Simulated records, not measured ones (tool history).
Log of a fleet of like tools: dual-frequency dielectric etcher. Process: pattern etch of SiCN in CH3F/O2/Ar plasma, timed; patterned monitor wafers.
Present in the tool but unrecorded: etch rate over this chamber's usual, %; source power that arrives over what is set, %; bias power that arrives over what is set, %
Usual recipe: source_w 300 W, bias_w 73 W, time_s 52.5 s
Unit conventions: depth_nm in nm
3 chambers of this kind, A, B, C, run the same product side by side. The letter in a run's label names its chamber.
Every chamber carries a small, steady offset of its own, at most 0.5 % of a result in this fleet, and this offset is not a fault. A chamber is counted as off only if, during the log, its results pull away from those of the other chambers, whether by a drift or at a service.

run	hour	source_w	bias_w	time_s	hours since the last wet clean	hours since the last source power generator calibration	hours since the last bias power generator calibration	read-back reference wafer on the same gauge, depth_nm	depth_nm
1B	3.4	300	73	52.5	404.6	761.1	3210.7	17.887	17.898
2C	7.5	300	73	52.5	277.2	2207.1	1021.3	17.899	17.932
3A	9.8	300	73	52.5	306.4	4025.8	1419.2	17.899	17.782
# hour 11.1: chamber B: wet clean of the chamber
4B	12.8	300	73	52.5	1.8	770.5	3220.1	17.895	17.667
5C	15.6	300	73	52.5	285.3	2215.2	1029.4	17.909	17.863
6A	19.5	300	73	52.5	316.1	4035.5	1428.9	17.904	17.657
7B	22.4	300	73	52.5	11.4	780.1	3229.7	17.905	17.803
8C	24.6	300	73	52.5	294.3	2224.2	1038.4	17.895	17.827
9A	26.5	300	73	52.5	323.1	4042.5	1435.9	17.890	17.690
10A	30.6	300	73	52.5	327.2	4046.6	1440.0	17.877	17.809
11B	34.6	300	73	52.5	23.6	792.3	3241.9	17.914	17.664
12C	37.6	300	73	52.5	307.3	2237.2	1051.4	17.902	17.772
13C	41.9	300	73	52.5	311.6	2241.5	1055.7	17.893	17.890
14A	44.6	300	73	52.5	341.2	4060.6	1454.0	17.902	17.793
15B	47.3	300	73	52.5	36.3	805.0	3254.6	17.907	17.704
16C	51.0	300	73	52.5	320.7	2250.6	1064.8	17.912	18.003
17B	55.0	300	73	52.5	44.0	812.7	3262.3	17.908	17.713
18A	57.9	300	73	52.5	354.5	4073.9	1467.3	17.904	17.693
19C	59.8	240	80	52.5	329.5	2259.4	1073.6	17.908	17.116
20B	61.8	240	80	52.5	50.8	819.5	3269.1	17.903	16.944
21A	63.8	240	80	52.5	360.4	4079.8	1473.2	17.896	16.934
22A	66.5	300	73	52.5	363.1	4082.5	1475.9	17.911	17.738
23C	68.6	300	73	52.5	338.3	2268.2	1082.4	17.910	18.065
24B	70.6	360	73	52.5	59.6	828.3	3277.9	17.895	19.120
25A	72.6	360	73	52.5	369.2	4088.6	1482.0	17.894	19.012
26C	76.2	360	73	52.5	345.9	2275.8	1090.0	17.900	19.151
27B	78.4	300	73	52.5	67.4	836.1	3285.7	17.918	17.843
# hour 79.4: chamber A: wet clean of the chamber
28B	80.8	270	68	52.5	69.8	838.5	3288.1	17.898	16.637
29A	84.2	270	68	52.5	4.9	4100.2	1493.6	17.902	16.599
30C	86.2	270	68	52.5	355.9	2285.8	1100.0	17.897	16.645
31C	89.8	300	73	52.5	359.5	2289.4	1103.6	17.890	17.835
32B	94.1	300	73	52.5	83.1	851.8	3301.4	17.901	17.812
33A	97.7	300	73	52.5	18.4	4113.7	1507.1	17.886	17.639
34A	102.1	300	73	52.5	22.8	4118.1	1511.5	17.914	17.742
35C	106.2	300	73	52.5	375.9	2305.8	1120.0	17.894	17.905
36B	108.4	300	73	52.5	97.4	866.1	3315.7	17.918	17.733

Which is it: a chamber that has drifted or been left off by a service, a gauge drift common to all chambers, or only each chamber's usual small offset? If a chamber is off, name it and its likeliest cause.

The fleet is healthy, with each chamber sitting at its usual small offset and no drift in the gauge.
